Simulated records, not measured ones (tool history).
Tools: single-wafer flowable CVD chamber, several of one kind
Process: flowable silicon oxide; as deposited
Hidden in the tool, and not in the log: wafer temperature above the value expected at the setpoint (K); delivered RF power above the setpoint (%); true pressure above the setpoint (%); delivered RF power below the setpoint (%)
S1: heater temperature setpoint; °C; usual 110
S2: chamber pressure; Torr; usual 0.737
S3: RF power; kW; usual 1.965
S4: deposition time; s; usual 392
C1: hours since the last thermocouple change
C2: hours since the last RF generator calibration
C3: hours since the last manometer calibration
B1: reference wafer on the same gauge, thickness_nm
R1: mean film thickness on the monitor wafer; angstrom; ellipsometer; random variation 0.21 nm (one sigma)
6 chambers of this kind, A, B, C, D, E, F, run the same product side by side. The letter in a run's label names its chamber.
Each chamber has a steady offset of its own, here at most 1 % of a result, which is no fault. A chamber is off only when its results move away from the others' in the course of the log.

run,hour,S1,S2,S3,S4,C1,C2,C3,B1,R1
1E,8.6,110,0.737,1.965,392,188.3,1004.7,1159.4,181.93,1539.6
2D,19.4,110,0.737,1.965,392,1053.0,1371.0,647.3,181.97,1534.5
3C,27.7,110,0.737,1.965,392,1420.9,1588.2,2331.2,181.88,1520.2
4F,34.3,110,0.737,1.965,392,705.0,1315.7,2145.7,181.92,1523.1
5A,44.8,110,0.737,1.965,392,2116.0,1024.5,1220.7,181.83,1519.2
6B,49.7,110,0.737,1.965,392,273.6,242.5,644.3,181.79,1538.1
7F,59.4,110,0.737,1.965,392,730.1,1340.8,2170.8,181.88,1519.7
8D,64.4,110,0.737,1.965,392,1098.0,1416.0,692.3,181.81,1536.4
9B,74.5,98,0.737,1.850,392,298.4,267.3,669.1,181.78,2261.4
10C,79.5,98,0.737,1.850,392,1472.7,1640.0,2383.0,181.69,2238.6
11E,86.4,98,0.737,1.850,392,266.1,1082.5,1237.2,181.65,2257.5
12A,95.8,98,0.737,1.850,392,2167.0,1075.5,1271.7,181.74,2222.0
13D,104.0,98,0.737,1.850,392,1137.6,1455.6,731.9,181.64,2256.0
14F,110.7,98,0.737,1.850,392,781.4,1392.1,2222.1,181.59,2227.7
15E,115.9,110,0.737,1.965,392,295.6,1112.0,1266.7,181.60,1534.5
16A,121.9,110,0.631,1.770,392,2193.1,1101.6,1297.8,181.59,1207.5
17C,127.7,110,0.631,1.770,392,1520.9,1688.2,2431.2,181.61,1191.2
18B,136.6,110,0.631,1.770,392,360.5,329.4,731.2,181.55,1218.8
19E,144.6,110,0.631,1.770,392,324.3,1140.7,1295.4,181.50,1213.0
20B,149.6,110,0.631,1.770,392,373.5,342.4,744.2,181.49,1216.5
21A,156.0,110,0.631,1.770,392,2227.2,1135.7,1331.9,181.50,1204.4
22D,161.4,110,0.737,1.965,392,1195.0,1513.0,789.3,181.44,1533.5
23C,169.9,110,0.737,1.965,392,1563.1,1730.4,2473.4,181.47,1516.0
24F,179.2,110,0.737,1.965,392,849.9,1460.6,2290.6,181.37,1517.0
25A,185.9,110,0.737,1.965,392,2257.1,1165.6,1361.8,181.43,1517.1
26D,191.6,110,0.737,1.965,392,1225.2,1543.2,819.5,181.42,1532.7
27E,198.3,110,0.737,1.965,392,378.0,1194.4,1349.1,181.28,1535.0
28F,208.3,110,0.737,1.965,392,879.0,1489.7,2319.7,181.32,1517.7
29B,214.0,110,0.737,1.965,392,437.9,406.8,808.6,181.30,1534.1
30C,221.5,116,0.910,1.965,392,1614.7,1782.0,2525.0,181.33,1665.1
31F,228.5,116,0.910,1.965,392,899.2,1509.9,2339.9,181.32,1647.0
32D,237.8,116,0.910,1.965,392,1271.4,1589.4,865.7,181.26,1657.0
33B,246.7,116,0.910,1.965,392,470.6,439.5,841.3,181.16,1668.8
34C,256.1,116,0.910,1.965,392,1649.3,1816.6,2559.6,181.19,1659.7
35A,264.1,116,0.910,1.965,392,2335.3,1243.8,1440.0,181.10,1644.6
36E,270.2,110,0.737,1.965,392,449.9,1266.3,1421.0,181.09,1534.9
37F,277.8,110,0.737,1.965,392,948.5,1559.2,2389.2,181.10,1512.1
38A,285.3,110,0.737,1.965,392,2356.5,1265.0,1461.2,181.09,1511.9
39B,292.5,110,0.737,1.965,345,516.4,485.3,887.1,181.02,1352.4
40C,302.4,110,0.737,1.965,345,1695.6,1862.9,2605.9,181.00,1331.3

What goes on in this fleet: one chamber off, a drifting gauge, or nothing beyond the chambers' own small offsets? Name the chamber and the cause, if any.

The gauge drifts, so all chambers seem to drift together. No chamber is off.
Cause: gauge reads low (%) = 0.558.
